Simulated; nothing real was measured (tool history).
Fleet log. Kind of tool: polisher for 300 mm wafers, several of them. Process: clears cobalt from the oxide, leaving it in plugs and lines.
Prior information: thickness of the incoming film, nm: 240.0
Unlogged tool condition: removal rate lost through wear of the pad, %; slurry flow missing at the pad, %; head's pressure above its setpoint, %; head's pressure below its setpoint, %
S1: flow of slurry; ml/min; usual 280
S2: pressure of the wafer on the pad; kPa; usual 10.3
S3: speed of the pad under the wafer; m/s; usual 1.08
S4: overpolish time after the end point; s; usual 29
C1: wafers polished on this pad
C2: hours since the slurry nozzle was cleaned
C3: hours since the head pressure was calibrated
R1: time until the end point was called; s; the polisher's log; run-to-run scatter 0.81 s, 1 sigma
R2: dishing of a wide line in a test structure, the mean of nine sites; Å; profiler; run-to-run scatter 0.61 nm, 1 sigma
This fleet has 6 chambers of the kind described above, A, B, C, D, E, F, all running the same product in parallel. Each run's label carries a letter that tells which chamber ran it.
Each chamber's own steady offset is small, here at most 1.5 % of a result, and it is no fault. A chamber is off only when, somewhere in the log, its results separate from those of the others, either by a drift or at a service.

run,hour,S1,S2,S3,S4,C1,C2,C3,R1,R2
1C,8.2,280,10.3,1.08,29,586,586,89,61.15,491.66
2E,17.2,280,10.3,1.08,29,569,118.4,330.5,59.395,492.74
3B,21.8,280,10.3,1.08,29,827,74.5,1082.6,59.855,495.02
# hour 22.1: chamber C: worn pad replaced by a new one
4A,28.8,280,10.3,1.08,29,732,563.9,328.2,59.881,498.91
5F,34.7,280,10.3,1.08,29,1099,546,231,59.398,494.54
6D,40.7,280,10.3,1.08,29,340,99,215.2,57.842,490.56
7B,45.5,280,10.3,1.08,29,980,98.2,1106.3,58.031,490.69
8F,52.5,280,10.3,1.08,29,1214,563.8,248.8,57.516,500.96
# hour 53.8: chamber F: worn pad replaced by a new one
9D,57.1,280,10.3,1.08,29,446,115.4,231.6,59.609,494.45
10E,61.3,280,10.3,1.08,29,855,162.5,374.6,59.149,516.94
# hour 64.5: chamber E: worn pad replaced by a new one
11C,67.2,345,10.3,1.08,36,292,645,148,57.41,521.62
# hour 69.5: chamber A: slurry nozzle cleaned
12A,74.5,345,10.3,1.08,36,1028,5,373.9,58.305,529.98
13F,81.9,345,10.3,1.08,36,182,593.2,278.2,58.482,524.1
14D,87.3,345,10.3,1.08,36,642,145.6,261.8,58.712,530.06
15C,91.8,345,10.3,1.08,36,452,669.6,172.6,58.436,525.68
16B,99.7,345,10.3,1.08,36,1332,152.4,1160.5,58.288,535.84
# hour 104.4: chamber B: worn pad replaced by a new one
# hour 106.3: chamber A: worn pad replaced by a new one
17E,107.8,280,10.3,1.08,29,281,209,421.1,60.688,507.45
# hour 113: chamber D: worn pad replaced by a new one
18A,114.6,280,10.3,1.08,29,54,45.1,414,58.694,503.76
19A,121.6,280,10.3,1.08,29,99,52.1,421,59.448,493.21
# hour 123.9: chamber C: worn pad replaced by a new one
20B,127.2,280,10.3,1.08,29,148,179.9,1188,59.949,488.87
21F,135.3,280,10.3,1.08,29,529,646.6,331.6,58.471,488.56
# hour 137.8: chamber C: slurry nozzle cleaned
22E,140.8,280,10.3,1.08,29,495,242,454.1,61.217,508.07
23C,147,280,10.3,1.26,29,150,9.3,227.8,52.274,527.77
24D,151.3,280,10.3,1.26,29,248,209.6,325.8,52.933,515.36
25C,159.8,280,10.3,1.26,29,233,22.1,240.6,51.578,520.65
26A,166.6,280,10.3,1.26,29,391,97.1,466,49.543,522.63
27B,172.7,280,10.3,1.26,29,443,225.4,1233.5,50.35,511.21
28F,177.4,280,10.3,1.26,29,802,688.7,373.7,50.139,514.57
# hour 180.7: chamber E: worn pad replaced by a new one
29D,182.9,280,10.3,1.08,29,453,241.2,357.4,59.698,495.32
30E,188,280,10.3,1.08,29,47,289.2,501.3,57.878,489.46
31F,194.2,280,10.3,1.08,29,911,705.5,390.5,58.464,496.17
32B,198.9,280,10.3,1.08,29,613,251.6,1259.7,58.132,490.67
33A,207.1,280,10.3,1.08,29,654,137.6,506.5,57.836,488.04
# hour 209.1: chamber E: slurry nozzle cleaned
34D,215.2,280,10.3,1.08,29,663,273.5,389.7,60.088,491.41
35C,224.4,280,10.3,1.08,29,652,86.7,305.2,59.36,491.73
# hour 229.6: chamber C: worn pad replaced by a new one
36E,230.3,280,10.3,1.08,29,322,21.3,543.6,58.64,497.73
37C,235.8,280,10.3,1.08,29,40,98.1,316.6,60.802,496.27
38F,241,245,8.3,1.08,29,1214,752.3,437.3,73.96,447.95
# hour 242.6: chamber F: worn pad replaced by a new one
39A,246.2,245,8.3,1.08,29,908,176.7,545.6,73.054,474.33
# hour 248.8: chamber D: worn pad replaced by a new one
40E,250.5,245,8.3,1.08,29,453,41.5,563.8,75.358,452.83
41D,254.8,245,8.3,1.08,29,39,313.1,429.3,75.117,457.09
42B,260.6,245,8.3,1.08,29,1013,313.3,1321.4,75.201,447.49
43F,264.8,245,8.3,1.08,29,144,776.1,461.1,75.159,451.56
44B,269,280,10.3,1.08,29,1068,321.7,1329.8,58.447,502.33

For the next run the whole fleet of 6 chambers uses the same settings. Give each chamber's results:
45A,275.7,280,10.3,1.08,29,,,,?,?
45B,275.7,280,10.3,1.08,29,,,,?,?
45C,275.7,280,10.3,1.08,29,,,,?,?
45D,275.7,280,10.3,1.08,29,,,,?,?
45E,275.7,280,10.3,1.08,29,,,,?,?
45F,275.7,280,10.3,1.08,29,,,,?,?

run,R1,R2
45A,59.696,509.87
45B,59.737,492.78
45C,61.721,491.77
45D,59.142,485.97
45E,58.325,492.81
45F,57.253,495.56
